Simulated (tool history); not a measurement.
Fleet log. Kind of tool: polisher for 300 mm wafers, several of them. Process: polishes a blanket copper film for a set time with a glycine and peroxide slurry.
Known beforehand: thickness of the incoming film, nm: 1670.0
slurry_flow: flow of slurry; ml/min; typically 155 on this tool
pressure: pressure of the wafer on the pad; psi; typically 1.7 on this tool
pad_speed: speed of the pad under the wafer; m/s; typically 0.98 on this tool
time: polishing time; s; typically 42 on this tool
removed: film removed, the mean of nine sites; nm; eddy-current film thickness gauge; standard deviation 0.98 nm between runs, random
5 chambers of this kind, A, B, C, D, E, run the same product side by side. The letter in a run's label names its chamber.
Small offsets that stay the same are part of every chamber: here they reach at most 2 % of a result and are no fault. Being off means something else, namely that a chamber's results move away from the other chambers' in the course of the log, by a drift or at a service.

run	hour	slurry_flow	pressure	pad_speed	time	removed
# hour 2.0: chamber E: worn pad replaced by a new one
# hour 6.3: chamber C: worn pad replaced by a new one
1E	10.1	155	1.7	0.98	42	149.99
2C	18.6	155	1.7	0.98	42	152.71
3B	28.0	155	1.7	0.98	42	149.75
# hour 38.9: chamber D: worn pad replaced by a new one
4D	39.5	155	1.7	0.98	42	150.06
# hour 40.6: chamber A: worn pad replaced by a new one
5A	46.3	155	1.7	0.98	42	149.85
# hour 47.4: chamber B: worn pad replaced by a new one
6A	52.6	155	1.7	0.98	42	148.74
# hour 58.9: chamber E: worn pad replaced by a new one
# hour 59.0: chamber C: worn pad replaced by a new one
7C	64.6	155	1.7	0.98	42	152.90
8B	75.1	155	1.7	0.98	42	149.25
9E	83.0	155	1.7	0.98	42	147.91
10D	92.8	155	2.2	0.98	42	180.95
# hour 94.0: chamber D: worn pad replaced by a new one
# hour 101.0: chamber A: worn pad replaced by a new one
11D	104.2	155	2.2	0.98	42	185.33
# hour 110.0: chamber E: worn pad replaced by a new one
12E	112.6	155	2.2	0.98	42	178.89
# hour 113.8: chamber C: worn pad replaced by a new one
13A	121.1	155	2.2	0.98	42	183.06
# hour 127.3: chamber B: worn pad replaced by a new one
14C	128.5	155	2.2	0.98	42	184.57
15B	140.7	155	1.7	0.98	42	145.76
16A	152.8	155	1.7	0.74	42	122.74
# hour 154.2: chamber D: worn pad replaced by a new one
# hour 160.3: chamber A: worn pad replaced by a new one
17B	161.9	155	1.7	0.74	42	120.48
# hour 166.1: chamber E: worn pad replaced by a new one
# hour 167.5: chamber C: worn pad replaced by a new one
18E	172.2	155	1.7	0.74	42	121.94
19D	181.6	155	1.7	0.74	42	123.62
20C	191.0	155	1.7	0.74	42	124.05
21A	199.8	155	1.7	0.98	42	148.90
22D	205.3	155	1.7	0.98	42	151.36
# hour 206.2: chamber D: worn pad replaced by a new one
# hour 206.6: chamber B: worn pad replaced by a new one
# hour 212.3: chamber E: head pressure recalibrated
23B	213.7	155	1.7	0.98	42	144.86
24C	224.0	155	1.7	0.98	42	152.87
# hour 226.2: chamber E: worn pad replaced by a new one
# hour 226.8: chamber C: worn pad replaced by a new one
25E	229.7	155	1.7	0.98	42	148.11
# hour 233.6: chamber B: slurry nozzle cleaned
# hour 234.8: chamber A: worn pad replaced by a new one
26B	239.4	155	1.7	0.98	42	145.27
27E	246.0	155	1.7	0.98	42	149.37
28C	253.3	155	1.7	0.98	42	152.43
# hour 258.7: chamber D: worn pad replaced by a new one
29D	265.5	155	1.7	0.98	42	150.85
30A	271.8	155	1.7	0.98	42	149.72

Has any chamber moved away from the others, gradually or after a service, or does the common gauge drift, or do the chambers differ only by their own small steady offsets? State the chamber and the most likely cause if one applies.

One chamber, B, drifts off from the rest bit by bit.
Most likely cause: head's pressure below its setpoint, % = 6.39.

Below are 4 candidate recipes for chamber B's next run, each the usual settings with a change, their results shown as question marks. Which of them brings B's results back in line with what the other chambers give on the usual settings?
Allowed miss from the other chambers' usual-settings mean, per result, to count as in line: removed 3.40 nm
31B-1	280.7	155	1.7	0.98	44	?
31B-2	280.7	155	1.7	0.96	42	?
31B-3	280.7	155	1.7	0.98	40	?
31B-4	280.7	165	1.7	0.98	42	?

The mean the other chambers reach with the usual settings: removed 150.18 nm
run	removed
31B-1	148.91
31B-2	140.01
31B-3	135.38
31B-4	143.60
The right change is 31B-1: it brings the chamber back within the allowed miss of the others.
